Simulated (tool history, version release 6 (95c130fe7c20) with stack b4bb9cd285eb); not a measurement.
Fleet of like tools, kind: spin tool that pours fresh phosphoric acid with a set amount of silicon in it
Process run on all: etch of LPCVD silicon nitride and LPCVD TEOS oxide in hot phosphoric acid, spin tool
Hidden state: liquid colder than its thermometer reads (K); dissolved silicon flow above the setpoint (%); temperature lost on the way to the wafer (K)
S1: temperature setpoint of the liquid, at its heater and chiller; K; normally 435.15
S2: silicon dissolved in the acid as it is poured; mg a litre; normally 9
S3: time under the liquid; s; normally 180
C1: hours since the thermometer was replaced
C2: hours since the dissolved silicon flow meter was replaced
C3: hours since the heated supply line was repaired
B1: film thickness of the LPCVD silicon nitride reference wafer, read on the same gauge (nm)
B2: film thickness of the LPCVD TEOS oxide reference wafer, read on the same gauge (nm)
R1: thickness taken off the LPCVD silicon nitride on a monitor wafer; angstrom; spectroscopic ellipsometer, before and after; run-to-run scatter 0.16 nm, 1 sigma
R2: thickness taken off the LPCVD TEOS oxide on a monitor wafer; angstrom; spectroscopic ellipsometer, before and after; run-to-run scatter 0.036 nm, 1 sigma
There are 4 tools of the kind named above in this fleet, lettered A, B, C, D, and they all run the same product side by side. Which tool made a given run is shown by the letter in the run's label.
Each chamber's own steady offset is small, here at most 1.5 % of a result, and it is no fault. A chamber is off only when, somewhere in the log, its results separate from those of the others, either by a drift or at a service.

run     day      S1    S2   S3      C1      C2      C3      B1      B2      R1      R2
 1D   0.296  435.15     9  180    1251     500  1605.2  150.03  49.984  175.96  11.645
 2A   0.717  435.15     9  180   692.8    62.3   998.1  149.96   49.99  179.24  11.184
 3B   1.012  435.15     9  180  1041.1  1063.8    3414  149.95  49.983  177.95  11.466
 4C   1.288  435.15     9  180   182.3   663.3  2680.4     150  50.023  179.89  11.509
 5C   1.629  435.15     9  180   190.5   671.5  2688.6  150.01  50.001  182.79  11.529
 6B   2.004  435.15     9  180  1064.9  1087.6  3437.8     150  50.033  176.95  11.409
 7A   2.408  435.15     9  180   733.4   102.9  1038.7  149.94  50.017  176.38  12.151
 8D   2.871  435.15     9  180  1312.8   561.8    1667  149.94  50.003  175.25   12.02
 9D   3.292  435.15     9  180  1322.9   571.9  1677.1  150.01  50.033  177.29  11.188
10B   3.817  435.15     9  180  1108.4  1131.1  3481.3  149.99  50.024  180.55  12.007
11C   4.112  435.15     9  180   250.1   731.1  2748.2  149.97   50.01  178.06  11.029
12A   4.546  435.15  14.5  180   784.7   154.2    1090  149.99  49.986  179.42  10.368
13C   4.812  435.15  14.5  180   266.9   747.9    2765  149.95  50.016  180.39  9.6578
14B   5.304  435.15  14.5  180  1144.1  1166.8    3517  150.01   49.99  177.45  9.9198
15A   5.679  435.15  14.5  180   811.9   181.4  1117.2  149.97  49.966  177.38  9.8699
16D   6.167  435.15     9  180  1391.9   640.9  1746.1  150.04  50.011  181.07  11.534
17D   6.496  435.15     9  180  1399.8   648.8    1754  150.01  49.989   176.6  11.573
      6.512  -- chamber B: thermometer replaced
18B     6.9  432.15    13  180     9.4  1205.1  3555.3  149.99  50.004  160.57  8.3195
19A   7.375  432.15    13  180   852.6   222.1  1157.9  149.96   50.02  163.64  8.5075
20C   7.733  432.15    13  180     337     818  2835.1  149.98  50.011  161.66  8.3368
21B   8.021  432.15    13  180    36.3    1232  3582.2  149.98  50.022  162.07  8.9017
22A   8.417  434.15     9  180   877.6   247.1  1182.9  150.05  49.988  172.61  10.923
23C   8.917  434.15     9  180   365.4   846.4  2863.5  149.99  50.018  173.48  10.949
24D   9.375  434.15     9  180  1468.9   717.9  1823.1  149.97  49.952  172.11   10.14
25A   9.675  434.15     9  180   907.8   277.3  1213.1  149.98  49.987  171.95  11.042
26D   9.938  436.65     9  180  1482.4   731.4  1836.6  150.01   50.03  186.09   12.33
27B    10.3  436.65     9  180      91  1286.7  3636.9  150.01  50.008  188.64   13.03
28C  10.579  436.65     9  180   405.3   886.3  2903.4  149.99  50.022  188.78  12.699
29A  10.996  436.65     9  180   939.5     309  1244.8  149.97  49.998  191.25  13.375
30B  11.262  435.15    14  135   114.1  1309.8    3660  149.98  50.015  134.91  7.9173
31D   11.55  435.15    14  135  1521.1   770.1  1875.3  149.99  50.005  132.43  7.9221
32C  11.925  435.15    14  135   437.6   918.6  2935.7     150  49.996  133.49  7.7423

Next, all 4 chambers run the settings below, one line each with question marks for the results. What does each chamber give?
33A  12.312  437.15   9  180                       ?   ?
33B  12.312  437.15   9  180                       ?   ?
33C  12.312  437.15   9  180                       ?   ?
33D  12.312  437.15   9  180                       ?   ?

run      R1      R2
33A  191.25   13.76
33B  191.09   13.46
33C  190.27  13.245
33D  188.46  13.324

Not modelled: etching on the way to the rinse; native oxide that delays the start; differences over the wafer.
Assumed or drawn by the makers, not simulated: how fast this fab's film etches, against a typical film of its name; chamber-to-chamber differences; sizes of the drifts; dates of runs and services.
